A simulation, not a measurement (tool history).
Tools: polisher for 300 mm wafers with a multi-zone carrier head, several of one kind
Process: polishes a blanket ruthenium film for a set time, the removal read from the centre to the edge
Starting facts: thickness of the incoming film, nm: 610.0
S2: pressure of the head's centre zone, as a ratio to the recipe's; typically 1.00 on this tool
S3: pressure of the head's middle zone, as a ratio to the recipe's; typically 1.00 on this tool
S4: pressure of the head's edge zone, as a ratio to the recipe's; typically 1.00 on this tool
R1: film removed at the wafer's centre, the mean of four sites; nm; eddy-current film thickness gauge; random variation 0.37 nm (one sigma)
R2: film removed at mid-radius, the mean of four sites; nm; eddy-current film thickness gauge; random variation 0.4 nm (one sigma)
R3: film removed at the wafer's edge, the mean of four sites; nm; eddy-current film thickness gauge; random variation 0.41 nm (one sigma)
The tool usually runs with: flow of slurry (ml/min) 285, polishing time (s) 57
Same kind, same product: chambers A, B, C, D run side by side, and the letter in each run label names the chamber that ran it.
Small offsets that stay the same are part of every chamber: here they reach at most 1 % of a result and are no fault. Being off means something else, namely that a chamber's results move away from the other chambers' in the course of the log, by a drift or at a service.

Run 1C, hour 6.0: usual settings. Result: R1 36.832 nm, R2 36.895 nm, R3 36.165 nm.
At hour 10.9: chamber D: worn pad replaced by a new one.
Run 2D, hour 14.9: usual settings. Result: R1 36.793 nm, R2 37.138 nm, R3 37.823 nm.
At hour 19.3: chamber A: slurry nozzle cleaned.
Run 3A, hour 21.2: usual settings. Result: R1 36.963 nm, R2 37.005 nm, R3 36.947 nm.
At hour 23.7: chamber D: centre zone pressure recalibrated.
At hour 24.9: chamber C: worn pad replaced by a new one.
At hour 30.0: chamber D: slurry nozzle cleaned.
Run 4B, hour 32.1: usual settings. Result: R1 36.241 nm, R2 35.889 nm, R3 36.815 nm.
Run 5B, hour 43.0: usual settings. Result: R1 36.114 nm, R2 36.338 nm, R3 36.215 nm.
Run 6D, hour 49.8: usual settings but S3 0.92. Result: R1 37.022 nm, R2 34.648 nm, R3 36.593 nm.
At hour 52.6: chamber A: worn pad replaced by a new one.
At hour 59.8: chamber D: worn pad replaced by a new one.
Run 7A, hour 59.9: usual settings but S3 0.92. Result: R1 36.908 nm, R2 33.902 nm, R3 36.944 nm.
Run 8C, hour 69.0: usual settings but S3 0.92. Result: R1 37.306 nm, R2 34.625 nm, R3 37.246 nm.
At hour 70.4: chamber C: worn pad replaced by a new one.
Run 9D, hour 74.8: usual settings but S3 0.92. Result: R1 37.182 nm, R2 34.536 nm, R3 37.151 nm.
Run 10C, hour 83.7: usual settings. Result: R1 36.761 nm, R2 37.198 nm, R3 36.906 nm.
Run 11B, hour 88.8: usual settings. Result: R1 35.948 nm, R2 35.163 nm, R3 35.343 nm.
At hour 96.4: chamber A: edge zone pressure recalibrated.
Run 12A, hour 97.4: usual settings. Result: R1 36.499 nm, R2 36.192 nm, R3 36.425 nm.
Run 13B, hour 108.5: usual settings. Result: R1 35.315 nm, R2 35.411 nm, R3 35.184 nm.
At hour 109.7: chamber D: worn pad replaced by a new one.
Run 14C, hour 115.2: usual settings. Result: R1 37.513 nm, R2 37.176 nm, R3 36.399 nm.
Run 15A, hour 121.8: usual settings. Result: R1 37.240 nm, R2 35.960 nm, R3 37.428 nm.
At hour 123.6: chamber C: worn pad replaced by a new one.
Run 16D, hour 129.9: usual settings but S2 1.09. Result: R1 40.405 nm, R2 36.721 nm, R3 37.010 nm.
Run 17D, hour 138.1: usual settings but S2 1.09. Result: R1 41.565 nm, R2 36.602 nm, R3 36.373 nm.
Run 18B, hour 143.4: usual settings but S2 1.09. Result: R1 38.963 nm, R2 34.412 nm, R3 35.246 nm.
Run 19C, hour 154.0: usual settings but S2 1.09. Result: R1 40.329 nm, R2 37.620 nm, R3 36.100 nm.
At hour 159.3: chamber D: worn pad replaced by a new one.
At hour 162.2: chamber A: worn pad replaced by a new one.
At hour 163.9: chamber C: worn pad replaced by a new one.
Run 20A, hour 164.2: usual settings but flow of slurry (ml/min) 365. Result: R1 37.614 nm, R2 37.563 nm, R3 37.859 nm.
Run 21D, hour 170.9: usual settings but flow of slurry (ml/min) 365. Result: R1 37.684 nm, R2 37.513 nm, R3 37.887 nm.
Run 22B, hour 181.6: usual settings but flow of slurry (ml/min) 365. Result: R1 35.740 nm, R2 34.933 nm, R3 34.778 nm.
Run 23C, hour 187.6: usual settings but flow of slurry (ml/min) 365. Result: R1 37.939 nm, R2 37.658 nm, R3 36.943 nm.
Run 24A, hour 197.1: usual settings. Result: R1 37.039 nm, R2 36.683 nm, R3 36.857 nm.
Run 25D, hour 203.3: usual settings but S4 0.95, polishing time (s) 38. Result: R1 24.964 nm, R2 24.472 nm, R3 23.827 nm.
At hour 204.9: chamber C: worn pad replaced by a new one.
At hour 207.9: chamber D: worn pad replaced by a new one.
Run 26B, hour 213.9: usual settings but S4 0.95, polishing time (s) 38. Result: R1 22.890 nm, R2 22.364 nm, R3 22.041 nm.
Run 27C, hour 224.5: usual settings but S4 0.95, polishing time (s) 38. Result: R1 24.868 nm, R2 25.018 nm, R3 23.967 nm.
Run 28A, hour 229.8: usual settings but S4 0.95, polishing time (s) 38. Result: R1 25.152 nm, R2 24.143 nm, R3 24.096 nm.
Run 29D, hour 234.8: usual settings. Result: R1 36.572 nm, R2 36.672 nm, R3 36.315 nm.

Does one chamber stand apart from the rest, does the shared gauge drift, or is all well apart from small per-chamber offsets? Give the chamber and the most likely cause, where there is one.

One chamber, B, drifts off from the rest bit by bit.
Most likely cause: removal rate lost through wear of the pad, % = 8.64.

Below are 4 candidate recipes for chamber B's next run, each the usual settings with a change, their results shown as question marks. Which of them brings B's results back in line with what the other chambers give on the usual settings?
To be in line, a result may differ from the other chambers' mean on the usual settings by at most: R1 1.300 nm; R2 1.400 nm; R3 1.400 nm
Run 30B-1, hour 242.8: usual settings but polishing time (s) 55. Result: R1 ?, R2 ?, R3 ?.
Run 30B-2, hour 242.8: usual settings but flow of slurry (ml/min) 280, polishing time (s) 52. Result: R1 ?, R2 ?, R3 ?.
Run 30B-3, hour 242.8: usual settings but polishing time (s) 59. Result: R1 ?, R2 ?, R3 ?.
Run 30B-4, hour 242.8: usual settings but flow of slurry (ml/min) 290, polishing time (s) 62. Result: R1 ?, R2 ?, R3 ?.

Mean of the other chambers on the usual settings: R1 36.995 nm; R2 36.891 nm; R3 36.804 nm
  run      R1      R2      R3
30B-1  32.301  32.136  32.475
30B-2  30.476  30.326  30.660
30B-3  34.651  34.473  34.837
30B-4  36.486  36.292  36.659
With 30B-4, the chamber falls back in line with the rest.
